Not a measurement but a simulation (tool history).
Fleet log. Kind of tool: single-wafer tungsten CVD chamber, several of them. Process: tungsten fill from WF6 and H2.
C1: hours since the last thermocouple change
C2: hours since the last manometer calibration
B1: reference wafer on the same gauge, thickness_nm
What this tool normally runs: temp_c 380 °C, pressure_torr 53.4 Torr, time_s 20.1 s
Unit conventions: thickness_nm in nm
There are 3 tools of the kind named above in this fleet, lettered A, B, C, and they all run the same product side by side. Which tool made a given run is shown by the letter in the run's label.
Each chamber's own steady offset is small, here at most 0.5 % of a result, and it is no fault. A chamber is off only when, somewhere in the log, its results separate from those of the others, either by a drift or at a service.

run 1C hour=10.1 | temp_c=380 pressure_torr=53.4 time_s=20.1 | C1=992.2 C2=920.9 | B1=47.091 | thickness_nm=51.835
run 2B hour=15.1 | temp_c=380 pressure_torr=53.4 time_s=20.1 | C1=685.6 C2=1510.3 | B1=47.069 | thickness_nm=51.529
run 3A hour=23.6 | temp_c=380 pressure_torr=53.4 time_s=20.1 | C1=1028.1 C2=479.5 | B1=47.075 | thickness_nm=51.645
run 4A hour=32.9 | temp_c=380 pressure_torr=53.4 time_s=20.1 | C1=1037.4 C2=488.8 | B1=47.087 | thickness_nm=51.608
run 5C hour=40.1 | temp_c=380 pressure_torr=53.4 time_s=20.1 | C1=1022.2 C2=950.9 | B1=47.061 | thickness_nm=51.771
run 6B hour=50.0 | temp_c=380 pressure_torr=53.4 time_s=20.1 | C1=720.5 C2=1545.2 | B1=47.057 | thickness_nm=51.441
run 7C hour=58.1 | temp_c=380 pressure_torr=53.4 time_s=20.1 | C1=1040.2 C2=968.9 | B1=47.022 | thickness_nm=51.797
run 8B hour=66.9 | temp_c=380 pressure_torr=53.4 time_s=20.1 | C1=737.4 C2=1562.1 | B1=47.049 | thickness_nm=51.475
run 9A hour=73.4 | temp_c=380 pressure_torr=53.4 time_s=20.1 | C1=1077.9 C2=529.3 | B1=47.015 | thickness_nm=51.469
run 10A hour=79.1 | temp_c=380 pressure_torr=53.4 time_s=20.1 | C1=1083.6 C2=535.0 | B1=47.037 | thickness_nm=51.607
run 11B hour=89.7 | temp_c=380 pressure_torr=53.4 time_s=20.1 | C1=760.2 C2=1584.9 | B1=47.011 | thickness_nm=51.435
-- hour=93.8 chamber A: thermocouple changed; heater temperature recalibrated
run 12C hour=99.8 | temp_c=380 pressure_torr=53.4 time_s=20.1 | C1=1081.9 C2=1010.6 | B1=47.003 | thickness_nm=51.701
run 13B hour=110.2 | temp_c=380 pressure_torr=53.4 time_s=20.1 | C1=780.7 C2=1605.4 | B1=46.998 | thickness_nm=51.326
run 14A hour=116.7 | temp_c=380 pressure_torr=53.4 time_s=20.1 | C1=23.0 C2=572.6 | B1=46.984 | thickness_nm=51.584
run 15C hour=126.6 | temp_c=380 pressure_torr=53.4 time_s=20.1 | C1=1108.7 C2=1037.4 | B1=46.979 | thickness_nm=51.691
run 16B hour=137.7 | temp_c=380 pressure_torr=53.4 time_s=20.1 | C1=808.2 C2=1632.9 | B1=46.959 | thickness_nm=51.520
run 17C hour=147.5 | temp_c=380 pressure_torr=53.4 time_s=20.1 | C1=1129.6 C2=1058.3 | B1=46.956 | thickness_nm=51.758
run 18A hour=153.7 | temp_c=380 pressure_torr=53.4 time_s=17.1 | C1=60.0 C2=609.6 | B1=46.959 | thickness_nm=43.783
run 19B hour=158.7 | temp_c=380 pressure_torr=53.4 time_s=17.1 | C1=829.2 C2=1653.9 | B1=46.931 | thickness_nm=43.776
run 20A hour=167.5 | temp_c=380 pressure_torr=53.4 time_s=17.1 | C1=73.8 C2=623.4 | B1=46.942 | thickness_nm=43.852
run 21C hour=177.6 | temp_c=380 pressure_torr=53.4 time_s=20.1 | C1=1159.7 C2=1088.4 | B1=46.933 | thickness_nm=51.650
run 22A hour=188.1 | temp_c=380 pressure_torr=53.4 time_s=20.1 | C1=94.4 C2=644.0 | B1=46.909 | thickness_nm=51.489
run 23C hour=194.7 | temp_c=380 pressure_torr=53.4 time_s=20.1 | C1=1176.8 C2=1105.5 | B1=46.930 | thickness_nm=51.573
run 24B hour=202.0 | temp_c=380 pressure_torr=53.4 time_s=20.1 | C1=872.5 C2=1697.2 | B1=46.891 | thickness_nm=51.382
run 25C hour=210.5 | temp_c=380 pressure_torr=53.4 time_s=20.1 | C1=1192.6 C2=1121.3 | B1=46.900 | thickness_nm=51.668
run 26B hour=217.6 | temp_c=380 pressure_torr=53.4 time_s=21.9 | C1=888.1 C2=1712.8 | B1=46.895 | thickness_nm=55.906
run 27A hour=226.4 | temp_c=380 pressure_torr=53.4 time_s=21.9 | C1=132.7 C2=682.3 | B1=46.857 | thickness_nm=56.034
-- hour=229.9 chamber C: capacitance manometer re-zeroed and calibrated
run 28B hour=234.8 | temp_c=380 pressure_torr=53.4 time_s=21.9 | C1=905.3 C2=1730.0 | B1=46.881 | thickness_nm=55.842
run 29A hour=245.4 | temp_c=380 pressure_torr=53.4 time_s=20.1 | C1=151.7 C2=701.3 | B1=46.831 | thickness_nm=51.425
run 30C hour=252.0 | temp_c=380 pressure_torr=53.4 time_s=20.1 | C1=1234.1 C2=22.1 | B1=46.843 | thickness_nm=51.365
run 31B hour=261.5 | temp_c=380 pressure_torr=53.4 time_s=20.1 | C1=932.0 C2=1756.7 | B1=46.834 | thickness_nm=51.304
run 32C hour=272.6 | temp_c=380 pressure_torr=53.4 time_s=20.1 | C1=1254.7 C2=42.7 | B1=46.845 | thickness_nm=51.441
run 33A hour=283.0 | temp_c=380 pressure_torr=53.4 time_s=20.1 | C1=189.3 C2=738.9 | B1=46.818 | thickness_nm=51.353

Does one chamber stand apart from the rest, does the shared gauge drift, or is all well apart from small per-chamber offsets? Give the chamber and the most likely cause, where there is one.

The gauge drifts, so all chambers seem to drift together. No chamber is off.
Most likely cause: gauge reads low (%) = 0.605.

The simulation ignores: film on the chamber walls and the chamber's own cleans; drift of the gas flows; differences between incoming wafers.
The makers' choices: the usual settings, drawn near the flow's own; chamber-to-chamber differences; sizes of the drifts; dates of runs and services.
